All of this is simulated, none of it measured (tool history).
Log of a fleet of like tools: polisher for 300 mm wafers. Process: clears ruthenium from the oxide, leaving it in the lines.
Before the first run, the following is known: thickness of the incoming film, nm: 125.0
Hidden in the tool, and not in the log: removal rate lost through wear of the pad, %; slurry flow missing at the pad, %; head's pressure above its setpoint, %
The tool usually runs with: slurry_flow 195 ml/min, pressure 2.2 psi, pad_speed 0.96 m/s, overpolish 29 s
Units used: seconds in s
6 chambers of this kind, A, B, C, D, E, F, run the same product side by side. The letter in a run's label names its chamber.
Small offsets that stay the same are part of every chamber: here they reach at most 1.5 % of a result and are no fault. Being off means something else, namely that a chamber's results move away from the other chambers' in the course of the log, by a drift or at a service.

run	hour	slurry_flow	pressure	pad_speed	overpolish	wafers polished on this pad	hours since the slurry nozzle was cleaned	hours since the head pressure was calibrated	seconds
1C	15.7	195	2.2	0.96	29	703	211.4	859.2	99.622
2D	23.8	195	2.2	0.96	29	956	110.3	209.2	99.729
# hour 27.6: chamber D: worn pad replaced by a new one
# hour 29.4: chamber F: worn pad replaced by a new one
3F	30.9	195	2.2	0.96	29	8	217.9	761.2	101.8
# hour 40.8: chamber C: worn pad replaced by a new one
4B	43.6	195	2.2	0.96	29	699	93.2	320.7	101.39
# hour 51.2: chamber B: worn pad replaced by a new one
5E	57.1	195	2.2	0.96	29	538	387.9	77.5	100.73
6A	72.5	195	2.2	0.96	29	958	176.6	361.1	103.37
# hour 73.8: chamber B: head pressure recalibrated
7D	83.5	195	2.2	0.96	29	310	170	268.9	101.61
8B	98.7	195	2.2	0.96	29	263	148.3	25	99.785
# hour 100.4: chamber E: slurry nozzle cleaned
9A	110.6	155	3	0.96	29	1169	214.7	399.2	77.418
# hour 111: chamber C: head pressure recalibrated
10C	120	155	3	0.96	29	439	315.7	9	76.814
# hour 123.9: chamber E: worn pad replaced by a new one
11E	128.7	155	3	0.96	29	26	28.4	149.1	75.759
# hour 137.1: chamber F: worn pad replaced by a new one
12F	144.3	155	3	0.96	29	40	331.3	874.6	75.194
13B	154.6	155	3	0.96	29	572	204.2	80.9	75.062
# hour 160.9: chamber A: worn pad replaced by a new one
14D	166.6	155	3	0.96	29	770	253.1	352	75.819
# hour 176.3: chamber C: slurry nozzle cleaned
15A	177.9	195	2.2	0.96	29	94	282	466.5	100.94
# hour 180.7: chamber F: slurry nozzle cleaned
# hour 185.9: chamber D: slurry nozzle cleaned
16E	191.4	195	2.2	0.96	29	374	91.1	211.8	99.841
# hour 198.1: chamber B: worn pad replaced by a new one
17C	203.1	195	2.2	0.96	29	899	26.8	92.1	100.23
# hour 203.6: chamber C: worn pad replaced by a new one
18F	218.6	195	2.2	0.96	29	451	37.9	948.9	98.755
# hour 232.3: chamber D: worn pad replaced by a new one
19D	233	195	2.2	0.96	29	4	47.2	418.4	100.35
# hour 244.5: chamber F: worn pad replaced by a new one
20A	246.4	195	2.2	0.96	29	473	350.5	535	100.45
# hour 254.6: chamber E: head pressure recalibrated
21C	260.9	195	2.2	0.96	29	317	84.6	149.9	100.78
22B	272.1	195	2.2	0.96	29	410	321.7	198.4	98.732
23E	287.3	195	2.2	0.96	29	905	187	32.7	101.16
24F	302	195	2.2	0.96	29	318	121.3	1032.3	95.455
# hour 304.6: chamber E: worn pad replaced by a new one
25C	317.4	195	2.2	0.96	29	630	141.1	206.4	101.64
# hour 320.7: chamber B: worn pad replaced by a new one
26F	326.2	195	2.2	0.96	29	452	145.5	1056.5	94.383
27E	336.8	195	2.2	0.96	29	178	236.5	82.2	100.13
28A	347.3	195	2.2	0.96	29	1032	451.4	635.9	100.71
29B	360.8	195	2.2	0.96	29	222	410.4	287.1	98.909
# hour 361.7: chamber F: worn pad replaced by a new one
# hour 366.1: chamber C: worn pad replaced by a new one
30D	375.3	195	2.2	0.96	29	792	189.5	560.7	101.07
31F	383.4	195	2.2	0.96	29	120	202.7	1113.7	91.287
# hour 388: chamber A: slurry nozzle cleaned
32E	398.3	220	2.2	0.96	39	518	298	143.7	99.932
33C	408.8	220	2.2	0.96	39	236	232.5	297.8	99.358
34A	416.8	220	2.2	0.96	39	1417	28.9	705.4	98.814
# hour 416.9: chamber A: worn pad replaced by a new one
# hour 426.5: chamber B: slurry nozzle cleaned
35B	427.7	220	2.2	0.96	39	592	1.3	354	96.562
# hour 440.1: chamber A: head pressure recalibrated
36D	441.3	220	2.2	0.96	39	1157	255.5	626.7	100.5
37A	457.3	220	2.2	0.96	39	224	69.4	17.2	100.83

Each of the 6 chambers runs these same settings next. Fill in every chamber's results:
38A	469	195	2.2	0.96	29				?
38B	469	195	2.2	0.96	29				?
38C	469	195	2.2	0.96	29				?
38D	469	195	2.2	0.96	29				?
38E	469	195	2.2	0.96	29				?
38F	469	195	2.2	0.96	29				?

run	seconds
38A	101.69
38B	99.951
38C	101.55
38D	99.98
38E	102.28
38F	90.732

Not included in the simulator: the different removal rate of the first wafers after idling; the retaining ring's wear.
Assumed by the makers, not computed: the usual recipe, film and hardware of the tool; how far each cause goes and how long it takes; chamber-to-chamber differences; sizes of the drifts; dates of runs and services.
